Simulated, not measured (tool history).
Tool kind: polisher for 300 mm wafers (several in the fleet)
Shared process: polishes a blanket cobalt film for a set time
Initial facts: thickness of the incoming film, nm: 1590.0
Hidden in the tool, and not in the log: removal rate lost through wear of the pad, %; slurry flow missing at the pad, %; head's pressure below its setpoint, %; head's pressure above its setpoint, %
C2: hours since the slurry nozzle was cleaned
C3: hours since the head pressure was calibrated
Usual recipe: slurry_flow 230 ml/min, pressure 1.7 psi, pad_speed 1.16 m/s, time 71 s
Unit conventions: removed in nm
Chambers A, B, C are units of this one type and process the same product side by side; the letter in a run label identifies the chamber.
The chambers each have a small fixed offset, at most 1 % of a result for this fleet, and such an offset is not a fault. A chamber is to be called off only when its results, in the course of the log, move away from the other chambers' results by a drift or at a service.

-- hour=3.2 chamber B: worn pad replaced by a new one
run 1B hour=5.4 | slurry_flow=230 pressure=1.7 pad_speed=1.16 time=71 | wafers_polished_on_this_pad=27 C2=128.8 C3=252.2 | removed=285.65
run 2C hour=14.6 | slurry_flow=230 pressure=1.7 pad_speed=1.16 time=71 | wafers_polished_on_this_pad=420 C2=287.9 C3=835 | removed=288.49
-- hour=22 chamber A: worn pad replaced by a new one
run 3A hour=25.2 | slurry_flow=230 pressure=1.7 pad_speed=1.16 time=71 | wafers_polished_on_this_pad=38 C2=541.6 C3=372.8 | removed=287.32
run 4A hour=36.5 | slurry_flow=230 pressure=1.7 pad_speed=1.16 time=71 | wafers_polished_on_this_pad=172 C2=552.9 C3=384.1 | removed=287.08
run 5B hour=45.3 | slurry_flow=230 pressure=1.7 pad_speed=1.16 time=71 | wafers_polished_on_this_pad=501 C2=168.7 C3=292.1 | removed=281.59
run 6C hour=53.7 | slurry_flow=230 pressure=1.7 pad_speed=1.16 time=71 | wafers_polished_on_this_pad=885 C2=327 C3=874.1 | removed=286.54
-- hour=53.9 chamber C: worn pad replaced by a new one
run 7A hour=60.4 | slurry_flow=230 pressure=1.7 pad_speed=1.16 time=71 | wafers_polished_on_this_pad=457 C2=576.8 C3=408 | removed=288.15
run 8B hour=71.1 | slurry_flow=230 pressure=1.7 pad_speed=1.16 time=71 | wafers_polished_on_this_pad=808 C2=194.5 C3=317.9 | removed=283.54
-- hour=75.8 chamber A: worn pad replaced by a new one
run 9C hour=81.1 | slurry_flow=230 pressure=1.7 pad_speed=1.16 time=71 | wafers_polished_on_this_pad=324 C2=354.4 C3=901.5 | removed=287.63
-- hour=85.7 chamber B: worn pad replaced by a new one
run 10A hour=88.3 | slurry_flow=230 pressure=2.2 pad_speed=1.52 time=71 | wafers_polished_on_this_pad=148 C2=604.7 C3=435.9 | removed=485.51
run 11C hour=98 | slurry_flow=230 pressure=2.2 pad_speed=1.52 time=71 | wafers_polished_on_this_pad=525 C2=371.3 C3=918.4 | removed=490.44
run 12B hour=106.2 | slurry_flow=230 pressure=2.2 pad_speed=1.52 time=71 | wafers_polished_on_this_pad=244 C2=229.6 C3=353 | removed=468.26
run 13C hour=112.3 | slurry_flow=230 pressure=1.7 pad_speed=1.16 time=71 | wafers_polished_on_this_pad=695 C2=385.6 C3=932.7 | removed=285.55
-- hour=120.7 chamber C: worn pad replaced by a new one
run 14A hour=123.7 | slurry_flow=230 pressure=1.7 pad_speed=1.16 time=71 | wafers_polished_on_this_pad=570 C2=640.1 C3=471.3 | removed=290.57
-- hour=128.6 chamber A: worn pad replaced by a new one
run 15B hour=134.6 | slurry_flow=285 pressure=1.7 pad_speed=1.16 time=71 | wafers_polished_on_this_pad=582 C2=258 C3=381.4 | removed=280.86
run 16C hour=142.9 | slurry_flow=285 pressure=1.7 pad_speed=1.16 time=71 | wafers_polished_on_this_pad=264 C2=416.2 C3=963.3 | removed=293.92
-- hour=146.5 chamber C: slurry nozzle cleaned
run 17A hour=153.1 | slurry_flow=285 pressure=1.7 pad_speed=1.16 time=71 | wafers_polished_on_this_pad=292 C2=669.5 C3=500.7 | removed=295.49
run 18B hour=161.9 | slurry_flow=230 pressure=1.7 pad_speed=1.16 time=71 | wafers_polished_on_this_pad=906 C2=285.3 C3=408.7 | removed=275.65
run 19C hour=168.9 | slurry_flow=230 pressure=1.7 pad_speed=1.16 time=71 | wafers_polished_on_this_pad=573 C2=22.5 C3=989.3 | removed=284.24
-- hour=172.8 chamber B: worn pad replaced by a new one
run 20A hour=177.9 | slurry_flow=230 pressure=1.7 pad_speed=1.16 time=71 | wafers_polished_on_this_pad=587 C2=694.3 C3=525.5 | removed=289.85
run 21B hour=187 | slurry_flow=180 pressure=1.5 pad_speed=1.16 time=71 | wafers_polished_on_this_pad=169 C2=310.4 C3=433.8 | removed=232.99
-- hour=190.6 chamber A: worn pad replaced by a new one
run 22A hour=195.4 | slurry_flow=180 pressure=1.5 pad_speed=1.16 time=71 | wafers_polished_on_this_pad=57 C2=711.8 C3=543 | removed=246.7
run 23B hour=206.7 | slurry_flow=180 pressure=1.5 pad_speed=1.16 time=71 | wafers_polished_on_this_pad=403 C2=330.1 C3=453.5 | removed=231.89

Is one chamber out of step, is the gauge drifting, or do the chambers differ by no more than their own small offsets? For an off chamber, give its letter and the likeliest cause.

Little by little, chamber B moves away from the other chambers.
Most likely cause: head's pressure below its setpoint, % = 4.45.
From this log alone, it may not be told apart from: slurry flow missing at the pad, %.

Below are 4 candidate recipes for chamber B's next run, each the usual settings with a change, their results shown as question marks. Which of them brings B's results back in line with what the other chambers give on the usual settings?
A result is in line if it is within this distance of the other chambers' mean on the usual settings: removed 6.3 nm
run 24B-1 hour=215.2 | slurry_flow=260 pressure=1.7 pad_speed=1.16 time=71 | removed=?
run 24B-2 hour=215.2 | slurry_flow=230 pressure=1.7 pad_speed=1.16 time=67 | removed=?
run 24B-3 hour=215.2 | slurry_flow=230 pressure=1.7 pad_speed=1.16 time=70 | removed=?
run 24B-4 hour=215.2 | slurry_flow=230 pressure=1.7 pad_speed=1.2 time=73 | removed=?

Usual-settings mean across the other chambers: removed 286.51 nm
run=24B-1 removed=273.24
run=24B-2 removed=254.47
run=24B-3 removed=265.86
run=24B-4 removed=286.72
24B-4 is the one that brings the chamber's results back in line with the other chambers.
